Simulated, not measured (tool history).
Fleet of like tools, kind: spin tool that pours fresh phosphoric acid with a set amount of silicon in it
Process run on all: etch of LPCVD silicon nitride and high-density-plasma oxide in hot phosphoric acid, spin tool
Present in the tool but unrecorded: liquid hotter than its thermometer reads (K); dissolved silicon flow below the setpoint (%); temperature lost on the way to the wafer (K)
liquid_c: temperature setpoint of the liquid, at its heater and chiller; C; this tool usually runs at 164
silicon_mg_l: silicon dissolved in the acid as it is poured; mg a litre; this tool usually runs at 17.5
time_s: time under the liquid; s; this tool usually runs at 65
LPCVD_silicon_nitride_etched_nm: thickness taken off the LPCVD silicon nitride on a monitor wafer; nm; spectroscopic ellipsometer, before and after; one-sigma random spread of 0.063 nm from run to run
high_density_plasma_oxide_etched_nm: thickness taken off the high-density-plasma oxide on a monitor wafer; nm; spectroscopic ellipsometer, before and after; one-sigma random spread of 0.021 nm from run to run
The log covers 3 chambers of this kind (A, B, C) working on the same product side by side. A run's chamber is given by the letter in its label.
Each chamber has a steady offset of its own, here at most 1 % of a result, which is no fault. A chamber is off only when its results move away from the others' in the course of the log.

run	day	liquid_c	silicon_mg_l	time_s	hours since the thermometer was replaced	hours since the dissolved silicon flow meter was replaced	hours since the heated supply line was repaired	read-back film thickness of the LPCVD silicon nitride reference wafer, read on the same gauge (nm)	read-back film thickness of the high-density-plasma oxide reference wafer, read on the same gauge (nm)	LPCVD_silicon_nitride_etched_nm	high_density_plasma_oxide_etched_nm
1C	0.229	164	17.5	65	1064.3	1178.4	1854.4	60.017	30.005	6.5805	0.22924
2B	0.475	164	17.5	65	662.2	613	2464.4	60.014	30.007	6.6436	0.24295
3A	0.758	164	17.5	65	188.7	273	30.1	60.019	30.006	6.871	0.25106
4C	1.054	164	17.5	65	1084.1	1198.2	1874.2	59.985	29.988	6.6764	0.20013
5B	1.258	164	17.5	65	681	631.8	2483.2	60.008	30.001	6.6419	0.19825
6A	1.629	164	17.5	65	209.6	293.9	51	59.999	29.968	6.6443	0.21877
7C	1.904	164	22.5	65	1104.5	1218.6	1894.6	60.015	30	6.6763	0.20064
8B	2.304	164	22.5	65	706.1	656.9	2508.3	60	30.006	6.8526	0.1984
9A	2.658	164	22.5	65	234.3	318.6	75.7	59.997	30.026	6.7576	0.19334
10A	2.892	164	17.5	65	239.9	324.2	81.3	59.984	30.008	6.6948	0.20348
11B	3.192	164	17.5	65	727.4	678.2	2529.6	59.985	29.962	6.7021	0.24992
# day 3.338: chamber C: thermometer replaced
12C	3.454	164	17.5	65	2.9	1255.8	1931.8	60.009	29.961	6.7352	0.20912
# day 3.571: chamber B: heated supply line repaired
13C	3.767	164	17.5	65	10.4	1263.3	1939.3	60.012	29.995	6.6866	0.23645
14A	4.054	161.5	17.5	65	267.8	352.1	109.2	60.028	30.018	6.2488	0.18733
15B	4.417	161.5	17.5	65	756.8	707.6	20.3	60.016	30	6.1724	0.17465
16B	4.771	161.5	17.5	65	765.3	716.1	28.8	60.002	30.003	6.1972	0.18434
17C	5.121	164	17.5	65	42.9	1295.8	1971.8	59.986	29.966	6.8041	0.22945
18A	5.525	164	17.5	65	303.1	387.4	144.5	59.999	30.023	6.7287	0.20575
19C	5.838	164	17.5	65	60.1	1313	1989	59.97	29.985	6.7107	0.23942
20A	6.204	164	17.5	65	319.4	403.7	160.8	60.022	29.993	6.6951	0.20549
21B	6.433	164	17.5	65	805.2	756	68.7	60.011	30	6.6992	0.22581
22B	6.692	164	17.5	65	811.4	762.2	74.9	60.002	30.052	6.8754	0.221
23A	6.975	164	17.5	65	337.9	422.2	179.3	60.027	30.026	6.8062	0.22561
24C	7.375	164	17.5	65	97	1349.9	2025.9	59.985	30.018	6.6379	0.27418
25A	7.829	164	17.5	65	358.4	442.7	199.8	60.005	30.005	6.7964	0.20225
26C	8.121	164	17.5	65	114.9	1367.8	2043.8	59.993	29.992	6.7334	0.25102
27B	8.35	164	17.5	65	851.2	802	114.7	60.007	30.021	6.596	0.22728
28A	8.692	164	17.5	65	379.1	463.4	220.5	59.96	30	6.8768	0.22259
29B	9.146	164	17.5	65	870.3	821.1	133.8	60.014	30.004	6.7156	0.22113
30C	9.512	164	17.5	65	148.3	1401.2	2077.2	59.979	30.036	6.7064	0.24113
31B	9.808	164	17.5	95	886.2	837	149.7	60.004	30	9.798	0.34928
32C	10.229	164	17.5	95	165.5	1418.4	2094.4	60.005	30.035	9.8724	0.27543

All 3 chambers run these settings next. Forecast each chamber's results:
33A	10.562	164	17.5	65						?	?
33B	10.562	164	17.5	65						?	?
33C	10.562	164	17.5	65						?	?

run	LPCVD_silicon_nitride_etched_nm	high_density_plasma_oxide_etched_nm
33A	6.6416	0.1887
33B	6.7517	0.21425
33C	6.8366	0.21516
